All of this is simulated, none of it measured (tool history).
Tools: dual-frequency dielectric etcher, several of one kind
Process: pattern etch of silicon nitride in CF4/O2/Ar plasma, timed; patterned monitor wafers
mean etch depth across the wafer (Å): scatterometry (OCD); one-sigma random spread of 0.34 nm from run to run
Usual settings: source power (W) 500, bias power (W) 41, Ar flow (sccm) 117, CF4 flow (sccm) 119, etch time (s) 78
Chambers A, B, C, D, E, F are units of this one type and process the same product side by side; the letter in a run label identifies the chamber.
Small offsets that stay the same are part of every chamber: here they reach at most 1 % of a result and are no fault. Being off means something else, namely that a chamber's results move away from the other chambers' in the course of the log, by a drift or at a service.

| run | hour | source power (W) | bias power (W) | Ar flow (sccm) | CF4 flow (sccm) | etch time (s) | read-back reference wafer on the same gauge, depth_nm | mean etch depth across the wafer (Å) |
|---|---|---|---|---|---|---|---|---|
|  | 4.8 | chamber E: wet clean of the chamber |
| 1C | 7.6 | 500 | 41 | 117 | 119 | 78 | 146.93 | 1381.7 |
| 2B | 17.5 | 500 | 41 | 117 | 119 | 78 | 147 | 1402.5 |
|  | 24.2 | chamber B: wet clean of the chamber |
| 3A | 25.7 | 500 | 41 | 117 | 119 | 78 | 146.99 | 1381.9 |
| 4D | 37.7 | 500 | 41 | 117 | 119 | 78 | 147.02 | 1376.5 |
|  | 39.5 | chamber B: bias power generator calibrated |
|  | 43 | chamber D: wet clean of the chamber |
| 5E | 47.6 | 500 | 41 | 117 | 119 | 78 | 147.06 | 1386.5 |
| 6F | 57.2 | 500 | 41 | 117 | 119 | 78 | 147.04 | 1381.9 |
| 7E | 71.9 | 500 | 41 | 117 | 119 | 78 | 147 | 1379.8 |
| 8B | 79.4 | 500 | 41 | 117 | 119 | 78 | 147.02 | 1399.4 |
| 9F | 94.9 | 500 | 41 | 117 | 119 | 78 | 146.92 | 1389.2 |
| 10A | 108.8 | 500 | 41 | 117 | 119 | 78 | 147.09 | 1384.8 |
| 11D | 121.1 | 500 | 41 | 117 | 119 | 78 | 147.05 | 1369.1 |
| 12C | 129.8 | 500 | 41 | 117 | 119 | 78 | 146.99 | 1376 |
| 13A | 138.8 | 500 | 41 | 117 | 119 | 78 | 146.92 | 1388.4 |
| 14F | 151.8 | 500 | 41 | 117 | 119 | 78 | 147.04 | 1396.3 |
| 15C | 162 | 500 | 41 | 117 | 119 | 78 | 147.04 | 1381.1 |
| 16D | 175.2 | 500 | 41 | 117 | 119 | 78 | 146.98 | 1372.6 |
| 17B | 189.7 | 500 | 41 | 117 | 119 | 78 | 146.98 | 1393.1 |
|  | 198.5 | chamber D: bias power generator calibrated |
| 18E | 202.6 | 500 | 41 | 117 | 119 | 78 | 147.02 | 1383.6 |
|  | 210.4 | chamber F: wet clean of the chamber |
|  | 211 | chamber D: CF4 flow controller replaced |
| 19B | 213.4 | 500 | 41 | 117 | 119 | 78 | 146.99 | 1399.8 |
| 20C | 225.3 | 500 | 41 | 117 | 119 | 78 | 147.07 | 1376.2 |
| 21E | 237.8 | 500 | 41 | 117 | 119 | 78 | 146.97 | 1389.1 |
| 22D | 247 | 500 | 41 | 117 | 119 | 78 | 147.06 | 1368.7 |
|  | 248.9 | chamber A: wet clean of the chamber |
| 23F | 263 | 500 | 41 | 117 | 119 | 78 | 147.03 | 1384.8 |
| 24A | 277.9 | 500 | 41 | 117 | 119 | 78 | 147.01 | 1383.5 |
| 25E | 291.9 | 500 | 41 | 117 | 119 | 78 | 147.03 | 1388.7 |
| 26F | 304.5 | 500 | 41 | 117 | 119 | 78 | 147 | 1379.3 |
| 27C | 317.9 | 500 | 34 | 104 | 119 | 78 | 147.03 | 1322 |
| 28B | 333.5 | 500 | 34 | 104 | 119 | 78 | 146.96 | 1327 |
| 29D | 343.9 | 500 | 34 | 104 | 119 | 78 | 147.01 | 1303.2 |
| 30A | 357.9 | 500 | 34 | 104 | 119 | 78 | 147.07 | 1327.2 |
| 31E | 374.5 | 500 | 34 | 104 | 119 | 78 | 147 | 1312.1 |
| 32A | 383.2 | 500 | 34 | 104 | 119 | 78 | 146.96 | 1317.8 |
| 33F | 396.2 | 500 | 41 | 117 | 119 | 78 | 147.01 | 1389 |
| 34D | 409.8 | 500 | 49 | 117 | 119 | 78 | 146.99 | 1463 |
| 35C | 417.8 | 500 | 49 | 117 | 119 | 78 | 147.03 | 1476.8 |
| 36B | 426.3 | 500 | 49 | 117 | 119 | 78 | 146.91 | 1490.4 |
| 37B | 436.1 | 500 | 49 | 117 | 119 | 78 | 146.98 | 1486.7 |
| 38E | 449.5 | 500 | 49 | 117 | 119 | 78 | 147.13 | 1478.1 |

Next, all 6 chambers run the settings below, one line each with question marks for the results. What does each chamber give?
| 39A | 461.4 | 500 | 48 | 117 | 119 | 78 |  | ? |
| 39B | 461.4 | 500 | 48 | 117 | 119 | 78 |  | ? |
| 39C | 461.4 | 500 | 48 | 117 | 119 | 78 |  | ? |
| 39D | 461.4 | 500 | 48 | 117 | 119 | 78 |  | ? |
| 39E | 461.4 | 500 | 48 | 117 | 119 | 78 |  | ? |
| 39F | 461.4 | 500 | 48 | 117 | 119 | 78 |  | ? |

| run | mean etch depth across the wafer (Å) |
|---|---|
| 39A | 1470.7 |
| 39B | 1480.6 |
| 39C | 1466.5 |
| 39D | 1452.7 |
| 39E | 1470.1 |
| 39F | 1474.7 |
